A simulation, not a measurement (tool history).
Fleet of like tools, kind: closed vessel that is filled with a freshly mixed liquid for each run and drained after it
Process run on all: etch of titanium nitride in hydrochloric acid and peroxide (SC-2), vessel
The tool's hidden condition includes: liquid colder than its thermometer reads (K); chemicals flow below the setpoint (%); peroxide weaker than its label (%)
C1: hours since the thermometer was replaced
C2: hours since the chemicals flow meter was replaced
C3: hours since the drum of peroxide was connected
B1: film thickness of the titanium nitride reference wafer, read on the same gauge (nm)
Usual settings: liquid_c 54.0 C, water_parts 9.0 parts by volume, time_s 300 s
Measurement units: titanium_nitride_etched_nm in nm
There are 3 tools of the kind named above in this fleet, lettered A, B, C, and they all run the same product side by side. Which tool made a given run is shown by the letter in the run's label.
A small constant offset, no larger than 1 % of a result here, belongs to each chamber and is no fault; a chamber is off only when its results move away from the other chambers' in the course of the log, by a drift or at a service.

Run 1C, hour 5.7: usual settings; C1 755.9; C2 361.9; C3 238.9; B1 49.932. Result: titanium_nitride_etched_nm 18.9040 nm.
Run 2A, hour 10.7: usual settings; C1 1238.9; C2 714.9; C3 1129.4; B1 49.994. Result: titanium_nitride_etched_nm 18.8960 nm.
Run 3B, hour 13.7: usual settings; C1 642.3; C2 144.0; C3 1176.9; B1 50.011. Result: titanium_nitride_etched_nm 18.8040 nm.
Run 4A, hour 17.3: usual settings; C1 1245.5; C2 721.5; C3 1136.0; B1 50.035. Result: titanium_nitride_etched_nm 18.8160 nm.
Run 5B, hour 21.7: usual settings; C1 650.3; C2 152.0; C3 1184.9; B1 50.007. Result: titanium_nitride_etched_nm 18.6160 nm.
Run 6C, hour 26.5: usual settings; C1 776.7; C2 382.7; C3 259.7; B1 50.010. Result: titanium_nitride_etched_nm 18.8560 nm.
Run 7A, hour 31.0: usual settings; C1 1259.2; C2 735.2; C3 1149.7; B1 50.004. Result: titanium_nitride_etched_nm 19.0140 nm.
Run 8B, hour 36.7: usual settings; C1 665.3; C2 167.0; C3 1199.9; B1 49.954. Result: titanium_nitride_etched_nm 18.4700 nm.
Run 9C, hour 40.3: usual settings; C1 790.5; C2 396.5; C3 273.5; B1 50.027. Result: titanium_nitride_etched_nm 19.0570 nm.
Run 10A, hour 45.6: usual settings; C1 1273.8; C2 749.8; C3 1164.3; B1 49.997. Result: titanium_nitride_etched_nm 18.8660 nm.
At hour 50.1: chamber B: new drum of peroxide connected.
Run 11B, hour 50.2: usual settings; C1 678.8; C2 180.5; C3 0.1; B1 49.962. Result: titanium_nitride_etched_nm 18.8600 nm.
Run 12C, hour 54.4: usual settings; C1 804.6; C2 410.6; C3 287.6; B1 50.015. Result: titanium_nitride_etched_nm 19.1300 nm.
Run 13A, hour 58.7: usual settings but time_s 155 s; C1 1286.9; C2 762.9; C3 1177.4; B1 50.036. Result: titanium_nitride_etched_nm 9.6229 nm.
Run 14C, hour 62.0: usual settings but time_s 155 s; C1 812.2; C2 418.2; C3 295.2; B1 50.005. Result: titanium_nitride_etched_nm 9.7042 nm.
Run 15B, hour 66.8: usual settings but time_s 155 s; C1 695.4; C2 197.1; C3 16.7; B1 50.012. Result: titanium_nitride_etched_nm 9.6613 nm.
Run 16C, hour 71.4: usual settings; C1 821.6; C2 427.6; C3 304.6; B1 49.998. Result: titanium_nitride_etched_nm 19.0420 nm.
Run 17A, hour 75.4: usual settings; C1 1303.6; C2 779.6; C3 1194.1; B1 49.991. Result: titanium_nitride_etched_nm 18.8680 nm.
Run 18B, hour 79.5: usual settings but liquid_c 62.5 C, water_parts 6.0 parts by volume; C1 708.1; C2 209.8; C3 29.4; B1 49.975. Result: titanium_nitride_etched_nm 43.1530 nm.
Run 19B, hour 83.4: usual settings but liquid_c 62.5 C, water_parts 6.0 parts by volume; C1 712.0; C2 213.7; C3 33.3; B1 49.980. Result: titanium_nitride_etched_nm 43.9650 nm.
Run 20C, hour 86.8: usual settings but liquid_c 62.5 C, water_parts 6.0 parts by volume; C1 837.0; C2 443.0; C3 320.0; B1 50.032. Result: titanium_nitride_etched_nm 45.0760 nm.
Run 21A, hour 91.0: usual settings; C1 1319.2; C2 795.2; C3 1209.7; B1 49.999. Result: titanium_nitride_etched_nm 18.4730 nm.
Run 22A, hour 94.6: usual settings; C1 1322.8; C2 798.8; C3 1213.3; B1 50.075. Result: titanium_nitride_etched_nm 18.6090 nm.
Run 23C, hour 98.1: usual settings; C1 848.3; C2 454.3; C3 331.3; B1 50.008. Result: titanium_nitride_etched_nm 18.7970 nm.
Run 24B, hour 101.2: usual settings; C1 729.8; C2 231.5; C3 51.1; B1 50.020. Result: titanium_nitride_etched_nm 18.6100 nm.
Run 25A, hour 107.2: usual settings but water_parts 11.5 parts by volume, time_s 220 s; C1 1335.4; C2 811.4; C3 1225.9; B1 50.047. Result: titanium_nitride_etched_nm 11.1800 nm.
Run 26B, hour 112.0: usual settings but water_parts 11.5 parts by volume, time_s 220 s; C1 740.6; C2 242.3; C3 61.9; B1 50.023. Result: titanium_nitride_etched_nm 11.1800 nm.
Run 27C, hour 115.9: usual settings but water_parts 11.5 parts by volume, time_s 220 s; C1 866.1; C2 472.1; C3 349.1; B1 50.024. Result: titanium_nitride_etched_nm 11.3240 nm.
Run 28A, hour 122.2: usual settings; C1 1350.4; C2 826.4; C3 1240.9; B1 49.991. Result: titanium_nitride_etched_nm 18.0140 nm.
Run 29B, hour 126.0: usual settings; C1 754.6; C2 256.3; C3 75.9; B1 49.996. Result: titanium_nitride_etched_nm 19.0570 nm.
Run 30C, hour 131.9: usual settings; C1 882.1; C2 488.1; C3 365.1; B1 50.010. Result: titanium_nitride_etched_nm 18.8790 nm.
Run 31C, hour 134.8: usual settings; C1 885.0; C2 491.0; C3 368.0; B1 50.011. Result: titanium_nitride_etched_nm 18.8680 nm.
Run 32B, hour 140.3: usual settings; C1 768.9; C2 270.6; C3 90.2; B1 50.044. Result: titanium_nitride_etched_nm 18.8820 nm.
Run 33A, hour 144.2: usual settings; C1 1372.4; C2 848.4; C3 1262.9; B1 49.967. Result: titanium_nitride_etched_nm 18.0260 nm.
Run 34A, hour 147.8: usual settings; C1 1376.0; C2 852.0; C3 1266.5; B1 50.003. Result: titanium_nitride_etched_nm 18.0360 nm.
Run 35C, hour 154.3: usual settings; C1 904.5; C2 510.5; C3 387.5; B1 49.967. Result: titanium_nitride_etched_nm 19.0230 nm.
Run 36B, hour 160.6: usual settings; C1 789.2; C2 290.9; C3 110.5; B1 50.026. Result: titanium_nitride_etched_nm 18.7600 nm.
Run 37C, hour 164.4: usual settings; C1 914.6; C2 520.6; C3 397.6; B1 49.985. Result: titanium_nitride_etched_nm 19.0430 nm.
Run 38A, hour 171.0: usual settings; C1 1399.2; C2 875.2; C3 1289.7; B1 50.024. Result: titanium_nitride_etched_nm 17.5030 nm.
Run 39B, hour 175.1: usual settings; C1 803.7; C2 305.4; C3 125.0; B1 49.993. Result: titanium_nitride_etched_nm 18.4610 nm.
Run 40B, hour 179.4: usual settings; C1 808.0; C2 309.7; C3 129.3; B1 50.014. Result: titanium_nitride_etched_nm 18.7420 nm.
Run 41A, hour 185.4: usual settings; C1 1413.6; C2 889.6; C3 1304.1; B1 50.037. Result: titanium_nitride_etched_nm 17.5000 nm.

Does one chamber stand apart from the rest, does the shared gauge drift, or is all well apart from small per-chamber offsets? Give the chamber and the most likely cause, where there is one.

It is chamber A that slowly wanders off from its peers.
Likeliest cause: chemicals flow below the setpoint (%) = 8.22.
It could be hard to tell apart here from: liquid colder than its thermometer reads (K); peroxide weaker than its label (%).

Chamber A could run next with any of the 4 candidate recipes listed below; each alters the usual settings, and their results appear as question marks. Which one brings its results back in line with what the other chambers deliver on the usual settings?
Counts as in line when no further than this from what the other chambers average on the usual settings: titanium_nitride_etched_nm 0.5400 nm
Run 42A-1, hour 190.1: usual settings but liquid_c 53.5 C. Result: titanium_nitride_etched_nm ?.
Run 42A-2, hour 190.1: usual settings but liquid_c 55.0 C. Result: titanium_nitride_etched_nm ?.
Run 42A-3, hour 190.1: usual settings but liquid_c 54.5 C. Result: titanium_nitride_etched_nm ?.
Run 42A-4, hour 190.1: usual settings but liquid_c 53.0 C. Result: titanium_nitride_etched_nm ?.

Average result of the remaining chambers running the usual settings: titanium_nitride_etched_nm 18.8320 nm
  run  titanium_nitride_etched_nm
42A-1                     16.8930
42A-2                     18.6330
42A-3                     18.0280
42A-4                     16.3390
With 42A-2, the chamber falls back in line with the rest.

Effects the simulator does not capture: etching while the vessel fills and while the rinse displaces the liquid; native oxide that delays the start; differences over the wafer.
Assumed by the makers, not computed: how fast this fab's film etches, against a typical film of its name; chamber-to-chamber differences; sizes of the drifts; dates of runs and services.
